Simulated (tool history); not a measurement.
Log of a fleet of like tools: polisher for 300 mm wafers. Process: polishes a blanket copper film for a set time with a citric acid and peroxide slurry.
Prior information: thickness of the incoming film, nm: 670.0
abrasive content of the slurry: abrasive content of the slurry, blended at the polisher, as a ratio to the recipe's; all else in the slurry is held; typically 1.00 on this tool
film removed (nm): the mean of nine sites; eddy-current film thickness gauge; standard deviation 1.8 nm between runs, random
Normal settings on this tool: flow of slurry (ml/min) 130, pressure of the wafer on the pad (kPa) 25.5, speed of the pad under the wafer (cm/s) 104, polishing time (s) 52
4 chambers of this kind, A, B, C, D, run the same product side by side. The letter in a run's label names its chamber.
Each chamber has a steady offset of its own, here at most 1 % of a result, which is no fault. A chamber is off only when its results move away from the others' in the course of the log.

run,hour,flow of slurry (ml/min),pressure of the wafer on the pad (kPa),speed of the pad under the wafer (cm/s),abrasive content of the slurry,polishing time (s),wafers polished on this pad,hours since the slurry nozzle was cleaned,hours since the head pressure was calibrated,hours since the slurry blender was calibrated,film removed (nm)
1C,5.8,130,25.5,104,1.00,52,1048,275.3,1067.3,41.2,165.070
# hour 10.3: chamber A: slurry nozzle cleaned
2A,14.8,130,25.5,104,1.00,52,538,4.6,917.9,183.0,167.100
3B,23.5,130,25.5,104,1.00,52,376,37.7,331.3,191.7,165.600
# hour 26.4: chamber D: slurry nozzle cleaned
# hour 27.3: chamber A: worn pad replaced by a new one
4D,31.4,130,25.5,104,1.00,52,821,5.0,193.6,345.8,163.560
5B,40.3,130,25.5,104,1.00,52,538,54.5,348.1,208.5,164.570
# hour 42.0: chamber C: worn pad replaced by a new one
6C,46.6,130,25.5,104,1.00,52,44,316.1,1108.1,82.0,168.620
# hour 47.4: chamber D: slurry blender recalibrated
7A,56.4,130,25.5,104,1.00,52,281,46.2,959.5,224.6,162.830
# hour 61.3: chamber B: slurry blender recalibrated
8D,66.3,130,25.5,104,1.00,52,1158,39.9,228.5,18.9,158.990
9B,78.1,130,25.5,104,1.00,52,904,92.3,385.9,16.8,162.670
# hour 79.9: chamber D: worn pad replaced by a new one
10D,87.3,130,25.5,104,1.00,52,72,60.9,249.5,39.9,164.420
# hour 89.8: chamber A: worn pad replaced by a new one
11A,97.3,130,25.5,104,1.00,52,72,87.1,1000.4,265.5,164.210
# hour 102.6: chamber C: slurry blender recalibrated
12C,108.5,130,17.9,128,1.00,52,642,378.0,1170.0,6.0,141.470
13A,120.1,130,17.9,128,1.00,52,293,109.9,1023.2,288.3,144.350
14C,132.0,130,17.9,128,1.00,52,869,401.5,1193.5,29.5,142.300
15D,143.5,130,17.9,128,1.00,52,615,117.1,305.7,96.1,144.370
16B,151.8,130,25.5,104,1.00,52,1616,166.0,459.6,90.5,156.860
# hour 160.1: chamber A: worn pad replaced by a new one
17B,160.7,130,25.5,104,1.00,52,1702,174.9,468.5,99.4,158.030
18D,170.1,130,25.5,104,1.00,52,872,143.7,332.3,122.7,164.970
19C,175.7,130,20.0,104,1.00,52,1292,445.2,1237.2,73.2,132.110
20A,183.3,130,20.0,104,1.00,52,224,173.1,1086.4,351.5,131.200
# hour 188.1: chamber C: worn pad replaced by a new one
# hour 189.3: chamber A: slurry nozzle cleaned
21D,195.1,130,20.0,104,1.00,52,1114,168.7,357.3,147.7,128.630
22B,202.9,130,20.0,104,1.00,52,2110,217.1,510.7,141.6,122.570
23A,209.8,130,18.6,104,1.00,36,481,20.6,1112.9,378.0,83.514
# hour 220.5: chamber A: worn pad replaced by a new one
24C,220.9,130,18.6,104,1.00,36,317,490.4,1282.4,118.4,83.064
# hour 226.7: chamber D: worn pad replaced by a new one
25B,228.3,130,18.6,104,1.00,36,2355,242.5,536.1,167.0,78.126
# hour 228.4: chamber C: slurry blender recalibrated
26C,238.6,130,18.6,104,1.00,36,488,508.1,1300.1,10.2,82.537
27D,243.9,130,25.5,104,1.00,52,166,217.5,406.1,196.5,160.080
28A,250.6,130,25.5,104,1.00,52,291,61.4,1153.7,418.8,162.400
# hour 250.9: chamber B: slurry blender recalibrated
29C,258.7,130,25.5,104,1.00,52,682,528.2,1320.2,30.3,161.210
30A,265.6,130,25.5,104,0.85,52,436,76.4,1168.7,433.8,161.000
31B,275.5,130,25.5,104,0.85,52,2812,289.7,583.3,24.6,145.950
32D,283.9,130,25.5,104,0.85,52,553,257.5,446.1,236.5,158.900
33D,294.4,130,25.5,104,0.85,52,654,268.0,456.6,247.0,157.550
# hour 297.2: chamber A: worn pad replaced by a new one
34C,302.2,130,25.5,104,1.00,52,1103,571.7,1363.7,73.8,162.220
# hour 302.7: chamber A: slurry blender recalibrated
35B,313.1,130,22.1,104,1.00,52,3175,327.3,620.9,62.2,132.410
36A,319.7,130,22.1,104,1.00,52,218,130.5,1222.8,17.0,142.960
37A,325.2,130,22.1,104,1.00,52,271,136.0,1228.3,22.5,143.340
38B,330.4,130,22.1,104,1.00,52,3342,344.6,638.2,79.5,129.270
# hour 335.2: chamber C: worn pad replaced by a new one
39C,338.3,130,25.5,104,1.15,52,30,607.8,1399.8,109.9,171.350

Decide between three cases: one chamber stands off from its peers, the gauge reading all wafers drifts, or nothing is wrong past each chamber's small offset. Where a chamber is off, say which and what most likely put it there.

One chamber, B, drifts off from the rest bit by bit.
What lies behind it: removal rate lost through wear of the pad, % = 10.8.
The log may not separate it from: slurry flow missing at the pad, %; head's pressure below its setpoint, %.

Chamber B could run next with any of the 4 candidate recipes listed below; each alters the usual settings, and their results appear as question marks. Which one brings its results back in line with what the other chambers deliver on the usual settings?
To be in line, a result may differ from the other chambers' mean on the usual settings by at most: film removed (nm) 6.400
40B-1,346.8,130,24.1,104,1.00,49,,,,,?
40B-2,346.8,130,25.5,102,1.00,51,,,,,?
40B-3,346.8,130,26.2,108,1.00,54,,,,,?
40B-4,346.8,130,25.5,106,1.00,53,,,,,?

Usual-settings mean across the other chambers: film removed (nm) 164.510
run,film removed (nm)
40B-1,132.490
40B-2,142.930
40B-3,164.230
40B-4,154.180
The answer is 40B-3, which returns the chamber to within the allowed miss of the others.

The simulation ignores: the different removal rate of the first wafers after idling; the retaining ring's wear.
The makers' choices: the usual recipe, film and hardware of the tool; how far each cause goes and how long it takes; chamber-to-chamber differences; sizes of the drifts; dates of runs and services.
